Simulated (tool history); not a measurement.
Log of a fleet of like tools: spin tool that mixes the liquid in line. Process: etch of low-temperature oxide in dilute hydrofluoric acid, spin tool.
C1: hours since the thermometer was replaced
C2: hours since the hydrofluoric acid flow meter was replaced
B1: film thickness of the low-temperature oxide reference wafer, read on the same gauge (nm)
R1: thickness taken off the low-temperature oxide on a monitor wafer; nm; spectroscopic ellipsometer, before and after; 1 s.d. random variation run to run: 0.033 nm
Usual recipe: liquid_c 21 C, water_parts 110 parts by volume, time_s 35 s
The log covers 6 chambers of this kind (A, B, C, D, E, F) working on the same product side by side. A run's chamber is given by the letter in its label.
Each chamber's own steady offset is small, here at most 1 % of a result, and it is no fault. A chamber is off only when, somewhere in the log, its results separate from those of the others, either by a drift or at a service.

Run 1C, hour 9.4: usual settings; C1 571.8; C2 568.2; B1 120.02. Result: R1 5.9023 nm.
Run 2E, hour 15.3: usual settings; C1 1076.7; C2 181.1; B1 120.02. Result: R1 5.8994 nm.
Run 3B, hour 25.6: usual settings; C1 317.8; C2 429.2; B1 119.99. Result: R1 5.7697 nm.
Run 4A, hour 38.4: usual settings; C1 1453.3; C2 484.3; B1 120.02. Result: R1 5.902 nm.
Run 5D, hour 50.4: usual settings; C1 588.2; C2 640; B1 119.97. Result: R1 5.8752 nm.
Run 6F, hour 60.2: usual settings; C1 762.1; C2 526.9; B1 120.02. Result: R1 5.9048 nm.
Run 7C, hour 68.3: usual settings but time_s 50 s; C1 630.7; C2 627.1; B1 120.03. Result: R1 8.4339 nm.
At hour 72.5: chamber F: thermometer replaced.
Run 8B, hour 74.5: usual settings but time_s 50 s; C1 366.7; C2 478.1; B1 120. Result: R1 8.3413 nm.
Run 9F, hour 81.5: usual settings but time_s 50 s; C1 9.1; C2 548.2; B1 119.98. Result: R1 8.4416 nm.
Run 10D, hour 93.3: usual settings but time_s 50 s; C1 631.1; C2 682.9; B1 119.96. Result: R1 8.4051 nm.
Run 11E, hour 102: usual settings but time_s 50 s; C1 1163.4; C2 267.8; B1 120.02. Result: R1 8.3567 nm.
Run 12A, hour 109.9: usual settings but time_s 50 s; C1 1524.8; C2 555.8; B1 119.99. Result: R1 8.4597 nm.
Run 13F, hour 120.1: usual settings; C1 47.7; C2 586.8; B1 120. Result: R1 5.9851 nm.
Run 14C, hour 131.7: usual settings; C1 694.1; C2 690.5; B1 120. Result: R1 5.8924 nm.
Run 15B, hour 141.1: usual settings; C1 433.3; C2 544.7; B1 120.03. Result: R1 5.8158 nm.
Run 16D, hour 151.4: usual settings; C1 689.2; C2 741; B1 120.05. Result: R1 5.8403 nm.
Run 17A, hour 157.1: usual settings; C1 1572; C2 603; B1 120. Result: R1 5.9124 nm.
Run 18E, hour 168.6: usual settings; C1 1230; C2 334.4; B1 119.97. Result: R1 5.7978 nm.
Run 19C, hour 177.9: usual settings; C1 740.3; C2 736.7; B1 119.97. Result: R1 5.9119 nm.
Run 20B, hour 190.7: usual settings but water_parts 70 parts by volume, time_s 15 s; C1 482.9; C2 594.3; B1 120.01. Result: R1 4.0855 nm.
Run 21E, hour 202: usual settings but water_parts 70 parts by volume, time_s 15 s; C1 1263.4; C2 367.8; B1 119.99. Result: R1 4.0668 nm.
Run 22D, hour 211.3: usual settings but water_parts 70 parts by volume, time_s 15 s; C1 749.1; C2 800.9; B1 120.02. Result: R1 4.0624 nm.
Run 23A, hour 219.7: usual settings but water_parts 70 parts by volume, time_s 15 s; C1 1634.6; C2 665.6; B1 120.02. Result: R1 4.1546 nm.
Run 24F, hour 226.3: usual settings but water_parts 70 parts by volume, time_s 15 s; C1 153.9; C2 693; B1 120.01. Result: R1 4.1489 nm.
Run 25A, hour 232.4: usual settings but water_parts 70 parts by volume, time_s 15 s; C1 1647.3; C2 678.3; B1 119.99. Result: R1 4.1781 nm.
At hour 240.4: chamber D: hydrofluoric acid flow meter replaced.
Run 26C, hour 243.7: usual settings but time_s 45 s; C1 806.1; C2 802.5; B1 120.03. Result: R1 7.5603 nm.
Run 27E, hour 251.5: usual settings but time_s 45 s; C1 1312.9; C2 417.3; B1 119.99. Result: R1 7.2899 nm.
Run 28D, hour 257.6: usual settings but time_s 45 s; C1 795.4; C2 17.2; B1 119.99. Result: R1 7.5871 nm.
Run 29B, hour 266.7: usual settings but time_s 45 s; C1 558.9; C2 670.3; B1 120.01. Result: R1 7.4535 nm.
Run 30F, hour 279.1: usual settings but time_s 45 s; C1 206.7; C2 745.8; B1 120.01. Result: R1 7.5868 nm.
Run 31D, hour 288.7: usual settings but time_s 45 s; C1 826.5; C2 48.3; B1 120.02. Result: R1 7.5472 nm.
At hour 294.4: chamber E: hydrofluoric acid flow meter replaced.
Run 32B, hour 298.8: usual settings; C1 591; C2 702.4; B1 119.97. Result: R1 5.777 nm.
Run 33A, hour 305.3: usual settings; C1 1720.2; C2 751.2; B1 119.99. Result: R1 5.9381 nm.
Run 34F, hour 314.3: usual settings; C1 241.9; C2 781; B1 120.01. Result: R1 5.9134 nm.
Run 35E, hour 326: usual settings; C1 1387.4; C2 31.7; B1 119.98. Result: R1 5.5814 nm.
At hour 336.9: chamber B: thermometer replaced.
Run 36C, hour 338.3: usual settings; C1 900.7; C2 897.1; B1 119.99. Result: R1 5.8356 nm.
Run 37B, hour 351.2: usual settings; C1 14.4; C2 754.8; B1 120.01. Result: R1 5.792 nm.
Run 38F, hour 359.6: usual settings; C1 287.2; C2 826.3; B1 120.03. Result: R1 5.9059 nm.
Run 39C, hour 368.2: usual settings; C1 930.6; C2 927; B1 120. Result: R1 5.8395 nm.
Run 40A, hour 378.9: usual settings but liquid_c 17.5 C, water_parts 130 parts by volume; C1 1793.8; C2 824.8; B1 120.01. Result: R1 4.2176 nm.
Run 41E, hour 387.9: usual settings but liquid_c 17.5 C, water_parts 130 parts by volume; C1 1449.3; C2 93.6; B1 120. Result: R1 3.947 nm.
Run 42D, hour 398.6: usual settings but liquid_c 17.5 C, water_parts 130 parts by volume; C1 936.4; C2 158.2; B1 120.01. Result: R1 4.1967 nm.

Decide between three cases: one chamber stands off from its peers, the gauge reading all wafers drifts, or nothing is wrong past each chamber's small offset. Where a chamber is off, say which and what most likely put it there.

Chamber E drifts away from the others.
What lies behind it: liquid colder than its thermometer reads (K) = 1.77.

Here are 4 candidates for chamber E's next run, each the usual settings with a change, their results left as question marks. Which one brings its results back in line with what the others give on the usual settings?
Allowed miss from the other chambers' usual-settings mean, per result, to count as in line: R1 0.12 nm
Run 43E-1, hour 407.8: usual settings but liquid_c 21.5 C. Result: R1 ?.
Run 43E-2, hour 407.8: usual settings but liquid_c 20.5 C. Result: R1 ?.
Run 43E-3, hour 407.8: usual settings but liquid_c 19 C. Result: R1 ?.
Run 43E-4, hour 407.8: usual settings but liquid_c 23 C. Result: R1 ?.

Usual-settings mean across the other chambers: R1 5.8754 nm
  run      R1
43E-1   5.563
43E-2  5.3412
43E-3  5.0225
43E-4  5.9078
Change 43E-4 lands the chamber within the allowed miss of the other chambers.
